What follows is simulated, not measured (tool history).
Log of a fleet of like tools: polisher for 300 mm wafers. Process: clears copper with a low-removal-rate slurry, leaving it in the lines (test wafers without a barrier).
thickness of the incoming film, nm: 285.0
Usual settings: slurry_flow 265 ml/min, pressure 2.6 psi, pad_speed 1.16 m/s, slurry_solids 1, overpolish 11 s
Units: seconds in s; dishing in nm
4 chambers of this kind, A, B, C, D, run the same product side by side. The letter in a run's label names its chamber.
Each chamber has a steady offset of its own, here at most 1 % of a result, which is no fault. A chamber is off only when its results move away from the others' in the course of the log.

| run | hour | slurry_flow | pressure | pad_speed | slurry_solids | overpolish | seconds | dishing |
|---|---|---|---|---|---|---|---|---|
|  | 0.2 | chamber A: worn pad replaced by a new one |
| 1D | 4.9 | 265 | 2.6 | 1.16 | 1 | 11 | 89.172 | 25.1 |
| 2C | 10.9 | 265 | 2.6 | 1.16 | 1 | 11 | 90.729 | 25.153 |
| 3A | 15.3 | 265 | 2.6 | 1.16 | 1 | 11 | 87.975 | 25.153 |
| 4B | 19.3 | 265 | 2.6 | 1.16 | 1 | 11 | 89.499 | 25.278 |
| 5D | 23.3 | 210 | 2.6 | 1.16 | 1 | 17 | 91.397 | 36.141 |
| 6C | 31.3 | 210 | 2.6 | 1.16 | 1 | 17 | 94.154 | 36.148 |
| 7A | 37.1 | 210 | 2.6 | 1.16 | 1 | 17 | 90.454 | 36.078 |
|  | 43.1 | chamber D: worn pad replaced by a new one |
| 8B | 43.3 | 210 | 2.6 | 1.16 | 1 | 17 | 89.518 | 37.03 |
| 9A | 48.4 | 355 | 3.5 | 1.16 | 1 | 11 | 64.264 | 33.804 |
| 10C | 56.3 | 355 | 3.5 | 1.16 | 1 | 11 | 64.508 | 34.954 |
| 11B | 63.6 | 355 | 3.5 | 1.16 | 1 | 11 | 63.757 | 34.962 |
|  | 63.7 | chamber A: slurry blender recalibrated |
| 12D | 71.1 | 355 | 3.5 | 1.16 | 1 | 11 | 64.135 | 33.832 |
| 13D | 75.9 | 265 | 2.6 | 1.16 | 1 | 11 | 88.928 | 25.493 |
| 14C | 79.9 | 265 | 2.6 | 1.16 | 1 | 11 | 89.945 | 25.582 |
|  | 82 | chamber B: slurry nozzle cleaned |
| 15B | 86.2 | 265 | 2.6 | 1.16 | 1 | 11 | 88.191 | 24.966 |
|  | 89.7 | chamber C: worn pad replaced by a new one |
| 16A | 90.7 | 265 | 2.6 | 1.16 | 1 | 11 | 88.864 | 25.41 |
| 17B | 98.2 | 265 | 2.6 | 1.16 | 1 | 11 | 88.706 | 25.104 |
|  | 98.5 | chamber B: worn pad replaced by a new one |
| 18C | 102.1 | 265 | 2.6 | 1.16 | 1 | 11 | 89.387 | 25.248 |
|  | 106.3 | chamber D: head pressure recalibrated |
| 19D | 109.5 | 265 | 2.6 | 1.16 | 1 | 11 | 95.793 | 23.749 |
|  | 113.4 | chamber A: worn pad replaced by a new one |
| 20A | 116.8 | 265 | 2.6 | 1.16 | 1 | 11 | 89.479 | 24.842 |
| 21D | 120.7 | 265 | 2.6 | 1.16 | 1 | 11 | 95.96 | 23.572 |
| 22B | 125.3 | 350 | 2.6 | 1.3 | 1 | 11 | 77.611 | 28.728 |
|  | 129.2 | chamber C: slurry blender recalibrated |
| 23C | 131.2 | 350 | 2.6 | 1.3 | 1 | 11 | 75.964 | 28.634 |
| 24A | 136.4 | 350 | 2.6 | 1.3 | 1 | 11 | 77.572 | 28.758 |
| 25A | 142.8 | 350 | 2.6 | 1.3 | 1 | 11 | 76.648 | 28.57 |
| 26C | 149.3 | 265 | 2.6 | 1.16 | 1 | 11 | 89.931 | 25.69 |
|  | 150.5 | chamber D: worn pad replaced by a new one |
| 27B | 156.1 | 265 | 2.6 | 1.16 | 1 | 11 | 90.027 | 25.366 |
|  | 156.6 | chamber D: slurry nozzle cleaned |
| 28D | 162.3 | 265 | 2.6 | 1.16 | 1 | 11 | 96.458 | 23.887 |
| 29A | 166.7 | 265 | 2.6 | 1.16 | 1 | 11 | 88.307 | 25.033 |
| 30B | 173 | 305 | 2.6 | 1.16 | 1 | 9 | 87.847 | 21.276 |
|  | 179.4 | chamber A: slurry blender recalibrated |
| 31C | 180.5 | 305 | 2.6 | 1.16 | 1 | 9 | 88.58 | 21.659 |
| 32D | 185.5 | 305 | 2.6 | 1.16 | 1 | 9 | 95.214 | 20.136 |
| 33D | 189.9 | 305 | 2.6 | 1.16 | 1 | 9 | 94.391 | 20.388 |
| 34C | 193.6 | 265 | 2.6 | 1.16 | 1 | 11 | 90.82 | 25.295 |
|  | 194.9 | chamber D: slurry blender recalibrated |
|  | 197.9 | chamber C: worn pad replaced by a new one |
| 35B | 198.5 | 265 | 2.6 | 1.16 | 1 | 11 | 89.102 | 25.726 |
| 36A | 202.2 | 265 | 2.6 | 1.16 | 1 | 11 | 90.201 | 24.85 |
| 37D | 206.3 | 265 | 2.6 | 1.16 | 1 | 11 | 93.904 | 23.984 |
| 38C | 210.6 | 265 | 2.6 | 1.16 | 1 | 11 | 89.269 | 25.736 |
| 39A | 216.3 | 220 | 2.6 | 1.16 | 1 | 7 | 90.748 | 16.105 |
|  | 222.8 | chamber B: worn pad replaced by a new one |
| 40B | 223.1 | 220 | 2.6 | 1.16 | 1 | 7 | 91.574 | 16.598 |
| 41C | 229.6 | 220 | 2.6 | 1.16 | 1 | 7 | 91.707 | 16.147 |
| 42B | 236.8 | 220 | 2.6 | 1.16 | 1 | 7 | 89.398 | 16.561 |

What goes on in this fleet: one chamber off, a drifting gauge, or nothing beyond the chambers' own small offsets? Name the chamber and the cause, if any.

A service left chamber D off against the others.
Cause: head's pressure below its setpoint, % = 6.47.

Here are 4 candidates for chamber D's next run, each the usual settings with a change, their results left as question marks. Which one brings its results back in line with what the others give on the usual settings?
In line means no further than this from the other chambers' mean on the usual settings: seconds 3.7 s; dishing 0.9 nm
| 43D-1 | 242.6 | 265 | 2.4 | 1.1 | 1 | 11 | ? | ? |
| 43D-2 | 242.6 | 265 | 2.8 | 1.24 | 1 | 11 | ? | ? |
| 43D-3 | 242.6 | 265 | 2.5 | 1.12 | 1 | 11 | ? | ? |
| 43D-4 | 242.6 | 265 | 2.7 | 1.2 | 1 | 11 | ? | ? |

The other chambers' mean on the usual settings: seconds 89.219 s; dishing 25.363 nm
| run | seconds | dishing |
|---|---|---|
| 43D-1 | 109.27 | 21.034 |
| 43D-2 | 82.932 | 27.191 |
| 43D-3 | 102.97 | 22.245 |
| 43D-4 | 88.906 | 25.5 |
43D-4 brings the chamber back in line.
